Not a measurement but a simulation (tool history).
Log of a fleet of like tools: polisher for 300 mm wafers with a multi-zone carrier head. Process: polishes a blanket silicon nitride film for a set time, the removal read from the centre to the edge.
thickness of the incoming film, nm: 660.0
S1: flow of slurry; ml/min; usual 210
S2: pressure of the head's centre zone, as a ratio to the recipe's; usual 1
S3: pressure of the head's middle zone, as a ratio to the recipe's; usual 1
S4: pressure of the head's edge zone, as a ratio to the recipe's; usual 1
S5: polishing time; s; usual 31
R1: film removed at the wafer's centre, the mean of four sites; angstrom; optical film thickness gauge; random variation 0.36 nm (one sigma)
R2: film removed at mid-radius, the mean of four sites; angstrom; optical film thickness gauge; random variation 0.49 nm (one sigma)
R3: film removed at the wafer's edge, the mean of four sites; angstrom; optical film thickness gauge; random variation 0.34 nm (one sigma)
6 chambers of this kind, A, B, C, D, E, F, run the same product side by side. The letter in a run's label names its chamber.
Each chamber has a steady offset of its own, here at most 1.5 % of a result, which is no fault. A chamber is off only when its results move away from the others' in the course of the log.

| run | day | S1 | S2 | S3 | S4 | S5 | R1 | R2 | R3 |
|---|---|---|---|---|---|---|---|---|---|
|  | 0.104 | chamber E: slurry nozzle cleaned |
|  | 0.208 | chamber C: worn pad replaced by a new one |
| 1C | 0.221 | 210 | 1 | 1 | 1 | 31 | 441.65 | 437.67 | 441.1 |
|  | 0.304 | chamber B: slurry nozzle cleaned |
| 2F | 0.35 | 210 | 1 | 1 | 1 | 31 | 443.55 | 454.39 | 446.71 |
|  | 0.429 | chamber D: worn pad replaced by a new one |
| 3B | 0.479 | 210 | 1 | 1 | 1 | 31 | 439.36 | 441.1 | 438.13 |
|  | 0.642 | chamber E: worn pad replaced by a new one |
| 4E | 0.662 | 210 | 1 | 1 | 1 | 31 | 436.59 | 444.69 | 430.63 |
| 5D | 0.862 | 210 | 1 | 1 | 1 | 31 | 439.59 | 433.33 | 443.62 |
|  | 0.946 | chamber F: worn pad replaced by a new one |
| 6A | 1.062 | 210 | 1 | 1 | 1 | 31 | 442.88 | 449.29 | 446.11 |
|  | 1.146 | chamber A: worn pad replaced by a new one |
| 7B | 1.296 | 210 | 1 | 1 | 1 | 31 | 438.69 | 444 | 435.69 |
|  | 1.517 | chamber B: worn pad replaced by a new one |
| 8A | 1.554 | 210 | 1 | 1 | 1 | 31 | 442.86 | 442.62 | 442.78 |
| 9F | 1.825 | 210 | 1 | 1 | 1 | 31 | 440.12 | 443.7 | 437.79 |
| 10E | 2.083 | 210 | 1 | 1 | 1 | 31 | 440.21 | 437.79 | 436.85 |
|  | 2.179 | chamber E: worn pad replaced by a new one |
| 11C | 2.233 | 210 | 1 | 1 | 1 | 31 | 441.26 | 440.89 | 441.2 |
| 12D | 2.467 | 170 | 1 | 1 | 1 | 27 | 370.56 | 372.23 | 378.37 |
|  | 2.617 | chamber D: worn pad replaced by a new one |
|  | 2.642 | chamber A: worn pad replaced by a new one |
| 13F | 2.654 | 170 | 1 | 1 | 1 | 27 | 368.16 | 375.15 | 377.29 |
|  | 2.75 | chamber D: centre zone pressure recalibrated |
|  | 2.775 | chamber F: slurry nozzle cleaned |
| 14B | 2.9 | 170 | 1 | 1 | 1 | 27 | 373.7 | 378.75 | 376.48 |
|  | 3.017 | chamber C: worn pad replaced by a new one |
| 15E | 3.171 | 170 | 1 | 1 | 1 | 27 | 370.89 | 376.53 | 368.39 |
|  | 3.338 | chamber B: worn pad replaced by a new one |
| 16C | 3.35 | 170 | 1 | 1 | 1 | 27 | 374.16 | 366.85 | 364.3 |
| 17D | 3.621 | 170 | 1 | 1 | 1 | 27 | 366.97 | 374.22 | 381.87 |
|  | 3.767 | chamber B: centre zone pressure recalibrated |
|  | 3.792 | chamber F: worn pad replaced by a new one |
|  | 3.862 | chamber E: worn pad replaced by a new one |
| 18A | 3.892 | 210 | 1 | 1 | 1 | 31 | 438.33 | 450.88 | 436.83 |
| 19A | 4.171 | 210 | 1 | 1 | 1 | 31 | 437.27 | 445.13 | 440.43 |
|  | 4.188 | chamber A: worn pad replaced by a new one |
| 20E | 4.346 | 210 | 1 | 1 | 1 | 31 | 440.62 | 446.58 | 429.85 |
| 21C | 4.504 | 210 | 1 | 1 | 1 | 31 | 438.13 | 436.71 | 438.99 |
| 22D | 4.729 | 210 | 1 | 1 | 1 | 31 | 443.8 | 431 | 448.59 |
|  | 4.862 | chamber D: worn pad replaced by a new one |
| 23B | 4.946 | 210 | 1 | 1 | 1 | 31 | 448.56 | 434.24 | 444.2 |
|  | 5.012 | chamber B: worn pad replaced by a new one |
| 24F | 5.071 | 210 | 1 | 1 | 1 | 31 | 424.74 | 432.77 | 441.69 |
| 25E | 5.246 | 210 | 1 | 1 | 1 | 31 | 440.99 | 443.6 | 438.89 |
| 26D | 5.433 | 210 | 1 | 1 | 1 | 31 | 436.87 | 440.96 | 443.7 |
|  | 5.471 | chamber E: worn pad replaced by a new one |
| 27C | 5.558 | 210 | 1 | 1 | 1 | 31 | 444.72 | 434.29 | 439.64 |
| 28B | 5.796 | 210 | 1 | 1 | 1 | 31 | 442.21 | 447.96 | 441.34 |
|  | 6.017 | chamber A: worn pad replaced by a new one |
| 29F | 6.029 | 210 | 1 | 1 | 1 | 31 | 403.9 | 450.91 | 446.44 |
| 30A | 6.246 | 210 | 1 | 1 | 1 | 31 | 445.26 | 439.35 | 443.77 |
|  | 6.333 | chamber C: worn pad replaced by a new one |
| 31B | 6.5 | 255 | 0.94 | 1 | 1 | 31 | 427.98 | 462.08 | 446.92 |
| 32C | 6.767 | 255 | 0.94 | 1 | 1 | 31 | 422.72 | 452.96 | 440.87 |
|  | 6.833 | chamber D: worn pad replaced by a new one |
|  | 6.838 | chamber F: worn pad replaced by a new one |
| 33E | 6.988 | 255 | 0.94 | 1 | 1 | 31 | 422.4 | 454.05 | 443.71 |
| 34F | 7.121 | 255 | 0.94 | 1 | 1 | 31 | 389.17 | 447.47 | 455.49 |
| 35D | 7.267 | 255 | 0.94 | 1 | 1 | 31 | 423.87 | 450.28 | 450.1 |
|  | 7.279 | chamber E: worn pad replaced by a new one |
| 36A | 7.508 | 255 | 0.94 | 1 | 1 | 31 | 417.03 | 455.92 | 449.3 |
| 37D | 7.662 | 210 | 1 | 1 | 1 | 31 | 435.85 | 441.77 | 444.64 |
| 38C | 7.817 | 210 | 1 | 1 | 1 | 31 | 440.11 | 438.92 | 434.18 |
| 39E | 7.971 | 210 | 1 | 1 | 1 | 31 | 439.12 | 438.44 | 432.41 |

What goes on in this fleet: one chamber off, a drifting gauge, or nothing beyond the chambers' own small offsets? Name the chamber and the cause, if any.

Chamber F drifts away from the others.
Cause: centre zone's pressure below its setpoint, % = 9.62.

Here are 4 candidates for chamber F's next run, each the usual settings with a change, their results left as question marks. Which one brings its results back in line with what the others give on the usual settings?
In line means no further than this from the other chambers' mean on the usual settings: R1 12 angstrom; R2 17 angstrom; R3 12 angstrom
| 40F-1 | 8.175 | 220 | 1.1 | 0.99 | 0.96 | 31 | ? | ? | ? |
| 40F-2 | 8.175 | 205 | 0.91 | 1.01 | 1.03 | 31 | ? | ? | ? |
| 40F-3 | 8.175 | 215 | 1.04 | 0.99 | 0.98 | 31 | ? | ? | ? |
| 40F-4 | 8.175 | 205 | 0.96 | 1.01 | 1.02 | 31 | ? | ? | ? |

The other chambers' mean on the usual settings: R1 441.39 angstrom; R2 442.23 angstrom; R3 439.78 angstrom
| run | R1 | R2 | R3 |
|---|---|---|---|
| 40F-1 | 442.13 | 440.57 | 436.15 |
| 40F-2 | 355.8 | 444.72 | 449.01 |
| 40F-3 | 414.65 | 439.35 | 439.78 |
| 40F-4 | 377.29 | 444.62 | 446.71 |
40F-1 brings the chamber back in line.
